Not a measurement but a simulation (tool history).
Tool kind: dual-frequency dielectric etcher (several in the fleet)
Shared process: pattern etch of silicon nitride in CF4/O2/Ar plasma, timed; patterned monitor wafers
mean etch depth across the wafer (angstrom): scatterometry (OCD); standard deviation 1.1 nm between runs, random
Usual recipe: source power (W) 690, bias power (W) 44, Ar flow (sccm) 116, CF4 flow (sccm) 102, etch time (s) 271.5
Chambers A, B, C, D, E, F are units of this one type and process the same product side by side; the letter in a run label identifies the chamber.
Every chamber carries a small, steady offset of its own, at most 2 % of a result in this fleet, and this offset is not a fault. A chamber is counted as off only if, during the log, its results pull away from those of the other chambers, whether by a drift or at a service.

run,day,source power (W),bias power (W),Ar flow (sccm),CF4 flow (sccm),etch time (s),"read-back reference wafer on the same gauge, depth_nm",mean etch depth across the wafer (angstrom)
1E,0.275,690,44,116,102,271.5,562.91,6396.4
2B,0.612,690,44,116,102,271.5,562.76,6367.9
3C,0.958,690,44,116,102,271.5,562.87,6432.2
# day 1.062: chamber A: Ar flow controller replaced
4D,1.338,690,44,116,102,271.5,562.59,6501.1
# day 1.425: chamber B: wet clean of the chamber
5A,1.512,690,44,116,102,271.5,562.32,6417.5
6F,1.754,690,44,116,102,271.5,562.39,6465.5
7F,2.088,690,44,116,102,271.5,562.2,6477.5
# day 2.296: chamber D: CF4 flow controller replaced
8B,2.3,690,44,116,102,271.5,562.39,6366.8
9A,2.533,690,44,116,102,271.5,562.02,6391.2
10E,2.742,690,44,116,102,271.5,561.99,6377
11C,3.071,690,44,116,102,271.5,561.83,6419
12D,3.467,690,44,116,102,271.5,562.03,6511.8
13F,3.854,690,44,116,102,271.5,561.53,6464.7
14D,4.133,690,44,116,102,271.5,561.65,6483.7
# day 4.212: chamber C: bias power generator calibrated
15A,4.425,690,44,116,102,271.5,561.53,6375.4
16C,4.796,690,44,116,102,271.5,561.46,6429.5
17E,5.062,690,44,116,102,271.5,561.41,6374.8
18B,5.442,690,44,116,102,271.5,561.37,6345.9
19F,5.708,690,44,116,102,271.5,560.92,6452.7
20C,5.938,540,44,116,102,314,560.85,6004
21E,6.192,540,44,116,102,314,560.99,5944
22A,6.367,540,44,116,102,314,560.81,5964.1
23B,6.558,540,44,116,102,314,560.75,5936.8
24D,6.796,540,44,116,102,314,560.53,6038.7
25F,7.075,540,44,116,102,314,560.76,6060.3
26A,7.375,690,44,116,102,271.5,560.55,6379.4
27E,7.762,690,44,116,102,271.5,560.31,6381.7
28C,8.117,690,44,116,102,271.5,560.18,6417.4
29B,8.508,690,44,116,102,271.5,560.16,6334.2
30D,8.779,690,44,116,102,271.5,560.13,6490.7
31C,9.046,690,44,116,102,271.5,560.11,6413.8
32A,9.229,690,44,116,102,271.5,560.2,6378.5
33B,9.575,690,44,116,122,199.5,560.15,4763.8
34D,9.875,690,44,116,122,199.5,559.56,4894.2
35F,10.133,690,44,116,122,199.5,559.65,4832.2
36E,10.329,690,44,116,122,199.5,559.34,4785.1
37C,10.604,690,44,116,122,199.5,559.18,4826.2
38F,10.962,690,44,116,122,199.5,559.18,4846.5
39A,11.233,690,44,116,102,271.5,558.96,6363.4
40D,11.45,690,44,116,102,271.5,558.94,6463.2

Read the log: is a single chamber off, either drifting away or since a service, is the gauge that measures every chamber drifting, or is nothing wrong beyond small per-chamber offsets? Name any odd chamber and what most likely caused it.

The shared gauge is drifting. All chambers look as if they move in step, but none is off.
Most likely cause: gauge reads low (%) = 0.699.

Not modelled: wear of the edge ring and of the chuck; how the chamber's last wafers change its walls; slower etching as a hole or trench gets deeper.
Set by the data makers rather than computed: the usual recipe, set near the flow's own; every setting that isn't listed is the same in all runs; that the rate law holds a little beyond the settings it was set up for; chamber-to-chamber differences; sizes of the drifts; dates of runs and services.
